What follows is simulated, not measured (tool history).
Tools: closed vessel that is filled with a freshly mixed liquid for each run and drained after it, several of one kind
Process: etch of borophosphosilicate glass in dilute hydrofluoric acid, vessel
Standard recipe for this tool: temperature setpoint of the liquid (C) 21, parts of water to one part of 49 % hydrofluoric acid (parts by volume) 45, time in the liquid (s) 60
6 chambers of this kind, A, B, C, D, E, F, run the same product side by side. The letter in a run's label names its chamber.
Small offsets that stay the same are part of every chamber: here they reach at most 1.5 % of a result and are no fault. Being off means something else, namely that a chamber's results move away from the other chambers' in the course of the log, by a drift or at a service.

run     day  temperature setpoint of the liquid (C)  parts of water to one part of 49 % hydrofluoric acid (parts by volume)  time in the liquid (s)  hours since the thermometer was replaced  hours since the hydrofluoric acid flow meter was replaced  read-back film thickness of the borophosphosilicate glass reference wafer, read on the same gauge (nm)  thickness taken off the borophosphosilicate glass on a monitor wafer (angstrom)
 1A   0.575                                      21                                                                      45                      60                                     562.8                                                      227.1                                                                                                  70.018                                                                           881.45
      0.821  -- chamber C: thermometer replaced
 2D   1.129                                      21                                                                      45                      60                                      28.9                                                      777.6                                                                                                  70.004                                                                           876.46
 3B   1.662                                      21                                                                      45                      60                                     405.6                                                      102.3                                                                                                  70.022                                                                           888.52
 4F   2.096                                      21                                                                      45                      60                                     489.6                                                      339.2                                                                                                  70.011                                                                           877.08
 5E   2.550                                      21                                                                      45                      60                                    1690.2                                                     2653.9                                                                                                  69.993                                                                           888.53
 6C   3.100                                      21                                                                      45                      60                                      54.7                                                      712.5                                                                                                  69.987                                                                           891.23
      3.433  -- chamber E: hydrofluoric acid flow meter replaced
 7C   3.546                                      21                                                                      45                      60                                      65.4                                                      723.2                                                                                                  70.002                                                                           895.10
 8E   4.125                                      21                                                                      45                      60                                    1728.0                                                       16.7                                                                                                  70.004                                                                           892.64
 9B   4.562                                      21                                                                      45                      60                                     475.2                                                      171.9                                                                                                  70.010                                                                           889.40
10D   5.108                                      21                                                                      45                      60                                     124.4                                                      873.1                                                                                                  70.022                                                                           879.25
11A   5.708                                      21                                                                      45                      60                                     686.0                                                      350.3                                                                                                  69.999                                                                           872.14
12F   6.021                                      21                                                                      45                      60                                     583.8                                                      433.4                                                                                                  69.970                                                                           890.36
13A   6.525                                      21                                                                      45                      60                                     705.6                                                      369.9                                                                                                  69.981                                                                           875.90
14C   6.862                                      21                                                                      45                      60                                     145.0                                                      802.8                                                                                                  69.983                                                                           883.47
15E   7.200                                      21                                                                      45                      60                                    1801.8                                                       90.5                                                                                                  70.016                                                                           888.82
16B   7.712                                      21                                                                      45                      60                                     550.8                                                      247.5                                                                                                  69.970                                                                           877.71
17F   8.200                                      21                                                                      45                      60                                     636.1                                                      485.7                                                                                                  70.004                                                                           872.08
18D   8.808                                      21                                                                      45                      60                                     213.2                                                      961.9                                                                                                  69.988                                                                           890.57
19C   9.358                                      21                                                                      45                      60                                     204.9                                                      862.7                                                                                                  69.964                                                                           899.51
20E   9.858                                      21                                                                      45                      60                                    1865.6                                                      154.3                                                                                                  69.992                                                                           900.36
21F  10.275                                      21                                                                      45                      60                                     685.9                                                      535.5                                                                                                  70.006                                                                           863.38
22B  10.867                                      21                                                                      45                      60                                     626.5                                                      323.2                                                                                                  70.010                                                                           880.35
23A  11.462                                      21                                                                      45                      60                                     824.1                                                      488.4                                                                                                  70.035                                                                           882.88
     11.642  -- chamber E: thermometer replaced
24D  11.808                                      21                                                                      45                      60                                     285.2                                                     1033.9                                                                                                  69.996                                                                           889.48
25F  12.238                                      21                                                                      45                      60                                     733.0                                                      582.6                                                                                                  70.005                                                                           846.67
26B  12.788                                      21                                                                      45                      60                                     672.6                                                      369.3                                                                                                  70.002                                                                           887.86
27D  13.167                                      21                                                                      45                      60                                     317.8                                                     1066.5                                                                                                  70.010                                                                           896.42
28E  13.671                                      21                                                                      45                      60                                      48.7                                                      245.8                                                                                                  70.010                                                                           896.92
29C  13.958                                      21                                                                      45                      60                                     315.3                                                      973.1                                                                                                  69.989                                                                           878.31
30A  14.467                                      21                                                                      45                      60                                     896.2                                                      560.5                                                                                                  69.989                                                                           894.79
31A  14.738                                      21                                                                      45                      60                                     902.7                                                      567.0                                                                                                  69.993                                                                           885.28
32F  15.129                                      21                                                                      45                      60                                     802.4                                                      652.0                                                                                                  69.997                                                                           841.95
33B  15.717                                      21                                                                      45                      60                                     742.9                                                      439.6                                                                                                  69.983                                                                           881.06
     15.821  -- chamber A: hydrofluoric acid flow meter replaced
34E  16.225                                      21                                                                      45                      60                                     110.0                                                      307.1                                                                                                  70.036                                                                           885.15
35D  16.654                                      21                                                                      45                      60                                     401.5                                                     1150.2                                                                                                  70.005                                                                           883.18
36C  17.042                                      21                                                                      45                      60                                     389.3                                                     1047.1                                                                                                  70.002                                                                           882.17
37C  17.492                                      21                                                                      45                      60                                     400.1                                                     1057.9                                                                                                  70.027                                                                           883.29
38F  17.917                                      21                                                                      45                      60                                     869.3                                                      718.9                                                                                                  69.977                                                                           831.03
39A  18.362                                      21                                                                      45                      60                                     989.7                                                       61.1                                                                                                  69.970                                                                           886.86

All chambers now run identical settings, listed one chamber a line with results as question marks. What results will each chamber show?
40A  18.808                                      21                                                                      45                      60                                                                                                                                                                                                                                                                                             ?
40B  18.808                                      21                                                                      45                      60                                                                                                                                                                                                                                                                                             ?
40C  18.808                                      21                                                                      45                      60                                                                                                                                                                                                                                                                                             ?
40D  18.808                                      21                                                                      45                      60                                                                                                                                                                                                                                                                                             ?
40E  18.808                                      21                                                                      45                      60                                                                                                                                                                                                                                                                                             ?
40F  18.808                                      21                                                                      45                      60                                                                                                                                                                                                                                                                                             ?

run  thickness taken off the borophosphosilicate glass on a monitor wafer (angstrom)
40A                                                                           883.25
40B                                                                           877.33
40C                                                                           900.31
40D                                                                           876.91
40E                                                                           899.99
40F                                                                           818.43

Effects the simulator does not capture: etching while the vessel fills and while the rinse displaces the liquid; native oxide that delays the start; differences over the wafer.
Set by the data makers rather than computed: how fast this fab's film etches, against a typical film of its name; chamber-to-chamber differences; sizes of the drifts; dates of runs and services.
